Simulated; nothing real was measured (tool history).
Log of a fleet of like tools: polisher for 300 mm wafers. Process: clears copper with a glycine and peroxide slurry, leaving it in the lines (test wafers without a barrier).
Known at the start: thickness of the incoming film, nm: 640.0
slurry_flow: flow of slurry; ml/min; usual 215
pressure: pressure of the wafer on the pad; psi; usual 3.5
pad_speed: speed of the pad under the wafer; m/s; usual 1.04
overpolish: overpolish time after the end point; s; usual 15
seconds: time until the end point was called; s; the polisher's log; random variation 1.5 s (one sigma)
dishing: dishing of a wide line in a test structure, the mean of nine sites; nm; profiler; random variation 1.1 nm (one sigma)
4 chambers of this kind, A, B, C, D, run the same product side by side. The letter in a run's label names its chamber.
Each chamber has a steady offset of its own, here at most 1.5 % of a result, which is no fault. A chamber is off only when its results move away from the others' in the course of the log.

run,hour,slurry_flow,pressure,pad_speed,overpolish,wafers polished on this pad,hours since the slurry nozzle was cleaned,hours since the head pressure was calibrated,seconds,dishing
1C,8,215,3.5,1.04,15,642,556.4,551.1,108.42,49.371
# hour 10.6: chamber A: slurry nozzle cleaned
# hour 12.7: chamber D: worn pad replaced by a new one
# hour 13.2: chamber B: worn pad replaced by a new one
2A,15.8,215,3.5,1.04,15,705,5.2,414.1,109.26,48.951
# hour 17: chamber A: worn pad replaced by a new one
3D,22.2,215,3.5,1.04,15,72,179.7,321.1,109.51,49.501
4B,30.1,215,3.5,1.04,15,127,427.3,458.1,109.69,49.713
5B,35.4,215,3.5,1.04,15,168,432.6,463.4,111.45,49.169
6D,44.4,215,3.5,1.04,15,240,201.9,343.3,109.6,48.912
7C,51.9,180,3.5,1.04,23,974,600.3,595,111.6,65.013
8A,57.4,180,3.5,1.04,23,305,46.8,455.7,112.09,61.989
9C,64.9,180,3.5,1.04,23,1072,613.3,608,109.33,65.066
10A,73.8,180,3.5,1.04,23,429,63.2,472.1,112.8,66.865
11B,84.2,215,4.7,1.04,15,537,481.4,512.2,83.877,56.845
12D,91.3,215,4.7,1.04,15,595,248.8,390.2,85.479,59.893
13C,96.2,215,4.7,1.04,15,1309,644.6,639.3,82.175,59.206
# hour 98.6: chamber C: worn pad replaced by a new one
14B,101.8,215,4.7,1.04,15,670,499,529.8,82.657,59.16
# hour 107.7: chamber A: worn pad replaced by a new one
15A,111.8,215,3.5,1.04,15,31,101.2,510.1,110.48,49.114
16D,120.9,215,3.5,1.04,15,818,278.4,419.8,109.62,50.226
17B,130.6,215,3.5,1.04,15,887,527.8,558.6,107.9,48.572
18A,137.1,180,3.5,1.04,15,222,126.5,535.4,110.08,48.989
19C,147.5,180,3.5,1.04,15,370,695.9,690.6,110.33,48.963
20D,157.8,180,3.5,1.04,15,1098,315.3,456.7,109.22,50.588
21A,162.6,180,3.5,1.04,15,415,152,560.9,112.6,49.035
22C,172.6,160,3.5,0.92,15,559,721,715.7,125.91,45.17
23D,180.6,160,3.5,0.92,15,1270,338.1,479.5,122.96,47.365
24B,189.8,160,3.5,0.92,15,1335,587,617.8,125.68,45.336
# hour 190.1: chamber D: worn pad replaced by a new one
25C,196.7,160,3.5,0.92,15,742,745.1,739.8,125.31,45.015
26D,201.7,215,3.5,1.04,10,88,359.2,500.6,108.66,36.954
# hour 202: chamber A: worn pad replaced by a new one
27B,211.6,215,3.5,1.04,10,1500,608.8,639.6,108.88,37.941
28A,218.8,215,3.5,1.04,10,127,208.2,617.1,108.01,36.985
29D,225.6,215,3.5,1.04,10,269,383.1,524.5,107.99,35.992

All 4 chambers run these settings next. Forecast each chamber's results:
30A,233,215,3.5,0.76,15,,,,?,?
30B,233,215,3.5,0.76,15,,,,?,?
30C,233,215,3.5,0.76,15,,,,?,?
30D,233,215,3.5,0.76,15,,,,?,?

run,seconds,dishing
30A,139.7,41.11
30B,138.75,42.028
30C,141.89,41.548
30D,140.19,40.616
